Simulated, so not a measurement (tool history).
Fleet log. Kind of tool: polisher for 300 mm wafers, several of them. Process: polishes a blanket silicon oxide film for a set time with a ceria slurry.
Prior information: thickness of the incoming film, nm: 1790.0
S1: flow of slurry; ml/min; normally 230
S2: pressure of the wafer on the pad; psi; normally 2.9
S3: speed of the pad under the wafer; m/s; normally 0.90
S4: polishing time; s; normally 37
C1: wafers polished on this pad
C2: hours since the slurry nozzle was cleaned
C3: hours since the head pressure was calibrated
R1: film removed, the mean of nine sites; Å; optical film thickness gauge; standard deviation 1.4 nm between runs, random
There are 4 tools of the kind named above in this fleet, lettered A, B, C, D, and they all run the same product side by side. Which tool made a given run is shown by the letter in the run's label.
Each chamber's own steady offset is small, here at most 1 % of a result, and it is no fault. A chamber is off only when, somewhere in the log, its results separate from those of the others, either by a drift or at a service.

run   hour   S1   S2    S3  S4    C1     C2     C3      R1
       4.6  -- chamber D: worn pad replaced by a new one
 1B   10.5  230  2.9  0.90  37  1329  595.1  268.1  1432.3
 2D   22.7  230  2.9  0.90  37   163  266.9  622.9  1408.7
 3A   35.4  230  2.9  0.90  37   902  156.1  260.1  1431.0
      36.8  -- chamber B: worn pad replaced by a new one
 4C   45.2  230  2.9  0.90  37  1278  127.9  775.3  1414.1
 5B   53.1  230  2.9  0.90  37   147  637.7  310.7  1452.5
 6C   63.4  230  2.9  0.90  37  1442  146.1  793.5  1416.5
      63.7  -- chamber C: worn pad replaced by a new one
 7D   70.7  230  2.9  0.90  37   595  314.9  670.9  1416.5
 8A   81.8  230  2.9  0.90  37  1320  202.5  306.5  1453.4
 9A   89.7  230  2.9  0.90  37  1391  210.4  314.4  1419.7
10B  104.7  230  2.9  0.90  37   612  689.3  362.3  1424.6
11D  115.2  230  2.9  0.90  37   996  359.4  715.4  1401.9
12C  122.4  230  2.9  0.90  37   528  205.1  852.5  1418.7
13C  129.6  230  2.9  0.90  37   593  212.3  859.7  1424.3
14A  142.4  230  2.9  0.90  37  1866  263.1  367.1  1437.2
     147.7  -- chamber D: worn pad replaced by a new one
15D  155.5  230  2.9  0.90  37    70  399.7  755.7  1412.9
16B  166.6  230  2.9  0.90  37  1170  751.2  424.2  1414.2
17D  180.7  230  2.9  1.12  37   297  424.9  780.9  1769.6
     192.7  -- chamber B: slurry nozzle cleaned
18A  192.9  230  2.9  1.12  37  2321  313.6  417.6  1735.8
     195.9  -- chamber C: head pressure recalibrated
     196.3  -- chamber C: slurry nozzle cleaned
19C  204.2  230  2.9  1.12  37  1266    7.9    8.3  1763.7
     208.3  -- chamber B: worn pad replaced by a new one
     209.4  -- chamber C: worn pad replaced by a new one
20B  211.5  230  2.9  1.12  37    29   18.8  469.1  1777.0
21C  226.5  230  2.9  0.90  37   154   30.2   30.6  1417.8
     236.2  -- chamber A: slurry nozzle cleaned
22D  237.6  230  2.9  0.90  37   810  481.8  837.8  1433.3
     245.5  -- chamber B: head pressure recalibrated
23B  247.0  230  2.9  0.90  37   349   54.3    1.5  1441.9
24A  259.7  230  2.9  0.90  37  2923   23.6  484.4  1368.6
25C  273.9  230  2.9  0.90  37   581   77.6   78.0  1444.7
     280.9  -- chamber D: slurry nozzle cleaned
26D  281.9  230  2.9  0.90  37  1209    1.1  882.1  1437.2
27B  297.1  230  2.9  0.90  37   800  104.4   51.6  1415.8
     310.6  -- chamber D: worn pad replaced by a new one
28A  312.2  230  2.9  0.90  37  3396   76.1  536.9  1342.6
29D  319.8  230  2.9  0.90  37    82   39.0  920.0  1410.4
30A  328.3  230  2.9  0.90  37  3541   92.2  553.0  1346.9
31B  341.8  230  2.9  0.90  37  1203  149.1   96.3  1415.1
32C  354.3  230  2.9  0.90  37  1305  158.0  158.4  1415.6
33A  364.1  230  2.9  0.90  37  3863  128.0  588.8  1285.6

All 4 chambers run these settings next. Forecast each chamber's results:
34A  375.3  230  2.9  0.90  37               ?
34B  375.3  230  2.9  0.90  37               ?
34C  375.3  230  2.9  0.90  37               ?
34D  375.3  230  2.9  0.90  37               ?

run      R1
34A  1285.7
34B  1435.2
34C  1413.2
34D  1395.0

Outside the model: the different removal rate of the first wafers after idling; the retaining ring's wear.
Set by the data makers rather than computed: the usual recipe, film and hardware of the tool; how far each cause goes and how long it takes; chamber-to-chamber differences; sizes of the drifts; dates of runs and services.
